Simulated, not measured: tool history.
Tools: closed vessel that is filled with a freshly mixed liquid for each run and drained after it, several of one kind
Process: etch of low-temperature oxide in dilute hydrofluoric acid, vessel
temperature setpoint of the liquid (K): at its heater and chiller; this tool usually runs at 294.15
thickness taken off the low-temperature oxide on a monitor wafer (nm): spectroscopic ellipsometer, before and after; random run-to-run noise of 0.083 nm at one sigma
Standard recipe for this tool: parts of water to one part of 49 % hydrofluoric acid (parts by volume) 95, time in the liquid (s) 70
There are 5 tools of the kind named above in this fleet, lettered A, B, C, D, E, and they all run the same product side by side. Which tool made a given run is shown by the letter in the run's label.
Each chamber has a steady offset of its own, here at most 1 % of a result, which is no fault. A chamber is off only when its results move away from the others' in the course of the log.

run     day  temperature setpoint of the liquid (K)  parts of water to one part of 49 % hydrofluoric acid (parts by volume)  time in the liquid (s)  read-back film thickness of the low-temperature oxide reference wafer, read on the same gauge (nm)  thickness taken off the low-temperature oxide on a monitor wafer (nm)
 1C   0.354                                  294.15                                                                      95                      70                                                                                              149.97                                                                 10.957
 2E   0.729                                  294.15                                                                      95                      70                                                                                              149.96                                                                 10.706
 3D   0.946                                  294.15                                                                      95                      70                                                                                              150.03                                                                 10.932
 4A   1.154                                  294.15                                                                      95                      70                                                                                              150.03                                                                 10.684
 5B    1.55                                  294.15                                                                      95                      70                                                                                              149.98                                                                 10.798
 6A   1.746                                  291.15                                                                      55                      70                                                                                              150.01                                                                 17.098
 7E   2.167                                  291.15                                                                      55                      70                                                                                              150.03                                                                 17.383
 8D   2.433                                  291.15                                                                      55                      70                                                                                              150.03                                                                 17.462
 9C   2.742                                  291.15                                                                      55                      70                                                                                                 150                                                                 17.537
10B   2.996                                  291.15                                                                      55                      70                                                                                              150.02                                                                 16.941
11B   3.388                                  294.15                                                                      95                      90                                                                                              149.96                                                                 13.704
12A   3.783                                  294.15                                                                      95                      90                                                                                              149.98                                                                 13.927
13E   4.183                                  294.15                                                                      95                      90                                                                                              149.99                                                                 13.714
14D   4.492                                  294.15                                                                      95                      90                                                                                              149.98                                                                 13.888
15C   4.854                                  294.15                                                                      95                      90                                                                                              150.02                                                                 13.914
16D   5.079                                  294.15                                                                      95                      70                                                                                              150.01                                                                 10.927
17C   5.312                                  294.15                                                                      95                      95                                                                                              150.01                                                                 14.808
18E   5.508                                  294.15                                                                      95                      95                                                                                              150.03                                                                 14.868
19A   5.833                                  294.15                                                                      95                      95                                                                                              149.99                                                                 14.352
20B   6.046                                  294.15                                                                      95                      95                                                                                              150.01                                                                 14.169
21E   6.454                                  294.15                                                                      95                      95                                                                                              150.01                                                                  14.52
22A   6.879                                  292.65                                                                      95                      45                                                                                                 150                                                                 6.5014
23C   7.296                                  292.65                                                                      95                      45                                                                                              149.99                                                                 6.5667
24B   7.546                                  292.65                                                                      95                      45                                                                                              150.01                                                                 6.2753
25D   7.912                                  292.65                                                                      95                      45                                                                                              150.06                                                                 6.5845
26E   8.233                                  292.65                                                                      95                      45                                                                                              150.01                                                                 6.4772
27D   8.433                                  294.15                                                                      95                      70                                                                                              150.01                                                                 10.949
28C   8.762                                  294.15                                                                      80                      30                                                                                              150.03                                                                 5.6831
29B   9.129                                  294.15                                                                      80                      30                                                                                              149.99                                                                 5.3718
30A   9.388                                  294.15                                                                      80                      30                                                                                              149.99                                                                 5.6062
31D   9.779                                  294.15                                                                      80                      30                                                                                                 150                                                                 5.6394
32C  10.012                                  294.15                                                                      80                      30                                                                                              149.98                                                                 5.6574
33E  10.367                                  294.15                                                                      95                      70                                                                                                 150                                                                 10.708
34B   10.65                                  297.15                                                                      95                      85                                                                                              150.02                                                                 13.889
35A  10.892                                  297.15                                                                      95                      85                                                                                                 150                                                                 14.703
36D  11.238                                  297.15                                                                      95                      85                                                                                                 150                                                                 14.966
37C  11.567                                  297.15                                                                      95                      85                                                                                              150.01                                                                 15.078
38E  11.979                                  297.15                                                                      95                      85                                                                                              150.04                                                                 14.865
39A  12.346                                  294.15                                                                      95                      70                                                                                              150.01                                                                 10.736
40B  12.608                                  294.15                                                                      95                      70                                                                                              149.96                                                                 10.102
41D  12.946                                  294.15                                                                      95                      70                                                                                              149.96                                                                 10.748

One chamber off, gauge drift, or nothing amiss beyond the chambers' own small offsets? If it is a chamber, which one, and what is the likeliest cause?

Chamber B drifts away from the others.
Likeliest cause: hydrofluoric acid flow below the setpoint (%) = 5.68.
The log may not separate it from: liquid colder than its thermometer reads (K).

Chamber B could run next with any of the 4 candidate recipes listed below; each alters the usual settings, and their results appear as question marks. Which one brings its results back in line with what the other chambers deliver on the usual settings?
Maximum distance from the other chambers' mean on the usual settings for a result to count as in line: thickness taken off the low-temperature oxide on a monitor wafer (nm) 0.29
42B-1  13.25                                  294.15                                                                      95                      75                                                                                                                                                                          ?
42B-2  13.25                                  291.15                                                                      95                      70                                                                                                                                                                          ?
42B-3  13.25                                  294.15                                                                      90                      75                                                                                                                                                                          ?
42B-4  13.25                                  292.15                                                                      95                      70                                                                                                                                                                          ?

The other chambers' mean on the usual settings: thickness taken off the low-temperature oxide on a monitor wafer (nm) 10.805
  run  thickness taken off the low-temperature oxide on a monitor wafer (nm)
42B-1                                                                  10.76
42B-2                                                                 8.8922
42B-3                                                                 11.422
42B-4                                                                 9.2621
42B-1 brings the chamber back in line.
